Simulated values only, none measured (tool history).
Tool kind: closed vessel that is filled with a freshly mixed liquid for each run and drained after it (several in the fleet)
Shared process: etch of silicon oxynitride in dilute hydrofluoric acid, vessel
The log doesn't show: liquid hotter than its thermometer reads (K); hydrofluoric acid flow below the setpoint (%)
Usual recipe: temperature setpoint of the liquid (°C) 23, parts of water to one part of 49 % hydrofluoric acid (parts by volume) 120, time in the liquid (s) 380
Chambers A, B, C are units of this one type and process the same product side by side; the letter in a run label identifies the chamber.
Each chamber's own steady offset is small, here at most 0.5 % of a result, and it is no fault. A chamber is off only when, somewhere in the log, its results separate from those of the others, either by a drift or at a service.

run   hour  temperature setpoint of the liquid (°C)  parts of water to one part of 49 % hydrofluoric acid (parts by volume)  time in the liquid (s)  hours since the thermometer was replaced  hours since the hydrofluoric acid flow meter was replaced  read-back film thickness of the silicon oxynitride reference wafer, read on the same gauge (nm)  thickness taken off the silicon oxynitride on a monitor wafer (angstrom)
 1A      9                                       23                                                                     120                     380                                     761.4                                                      741.5                                                                                            40.02                                                                    60.109
        21  -- chamber A: hydrofluoric acid flow meter replaced
 2C     24                                       23                                                                     120                     380                                     689.4                                                       32.2                                                                                           40.006                                                                     59.17
 3B   34.4                                       23                                                                     120                     380                                    2413.6                                                      835.4                                                                                           39.988                                                                    60.187
 4B   49.9                                       23                                                                     120                     380                                    2429.1                                                      850.9                                                                                           39.999                                                                    60.115
 5A   58.6                                       23                                                                     120                     380                                       811                                                       37.6                                                                                           40.004                                                                    60.385
 6C   73.8                                       26                                                                     120                     560                                     739.2                                                         82                                                                                           40.053                                                                    101.04
 7A   81.9                                       26                                                                     120                     560                                     834.3                                                       60.9                                                                                           39.992                                                                    101.78
      88.6  -- chamber B: thermometer replaced
 8B   95.4                                       26                                                                     120                     560                                       6.8                                                      896.4                                                                                           39.988                                                                    102.18
 9C  105.5                                       23                                                                     120                     380                                     770.9                                                      113.7                                                                                           39.975                                                                    59.791
10A  120.2                                       23                                                                     120                     380                                     872.6                                                       99.2                                                                                           39.973                                                                    59.888
11B  128.5                                       23                                                                     145                     470                                      39.9                                                      929.5                                                                                           39.987                                                                    60.053
12C  144.7                                       23                                                                     145                     470                                     810.1                                                      152.9                                                                                           39.984                                                                    59.938
13C  157.1                                       23                                                                     145                     470                                     822.5                                                      165.3                                                                                           39.997                                                                    60.378
14A  164.3                                       23                                                                     120                     380                                     916.7                                                      143.3                                                                                           40.008                                                                    59.872
15B  173.2                                       23                                                                     120                     380                                      84.6                                                      974.2                                                                                           39.963                                                                    58.759
16A  183.4                                       23                                                                     120                     380                                     935.8                                                      162.4                                                                                           39.999                                                                     59.99
17C  197.8                                       23                                                                     120                     380                                     863.2                                                        206                                                                                           39.991                                                                    60.179
18B  207.5                                       23                                                                     120                     380                                     118.9                                                     1008.5                                                                                           39.973                                                                    58.069
19C  216.6                                       23                                                                     120                     380                                       882                                                      224.8                                                                                           39.988                                                                    59.899
20A    231                                       23                                                                     120                     185                                     983.4                                                        210                                                                                           39.989                                                                    29.246
21B  245.9                                       23                                                                     120                     185                                     157.3                                                     1046.9                                                                                           39.963                                                                    27.787
22B  255.5                                       23                                                                     120                     185                                     166.9                                                     1056.5                                                                                           40.006                                                                     27.93
23C  263.5                                       23                                                                     120                     380                                     928.9                                                      271.7                                                                                           39.956                                                                    59.657
24A  273.7                                       23                                                                     120                     380                                    1026.1                                                      252.7                                                                                           40.025                                                                    59.847
25C  282.8                                       23                                                                     120                     380                                     948.2                                                        291                                                                                            40.05                                                                    59.317

For the next run the whole fleet of 3 chambers uses the same settings. Give each chamber's results:
26A  294.4                                       23                                                                     120                     380                                                                                                                                                                                                                                                                               ?
26B  294.4                                       23                                                                     120                     380                                                                                                                                                                                                                                                                               ?
26C  294.4                                       23                                                                     120                     380                                                                                                                                                                                                                                                                               ?

run  thickness taken off the silicon oxynitride on a monitor wafer (angstrom)
26A                                                                    59.902
26B                                                                    57.127
26C                                                                    59.832

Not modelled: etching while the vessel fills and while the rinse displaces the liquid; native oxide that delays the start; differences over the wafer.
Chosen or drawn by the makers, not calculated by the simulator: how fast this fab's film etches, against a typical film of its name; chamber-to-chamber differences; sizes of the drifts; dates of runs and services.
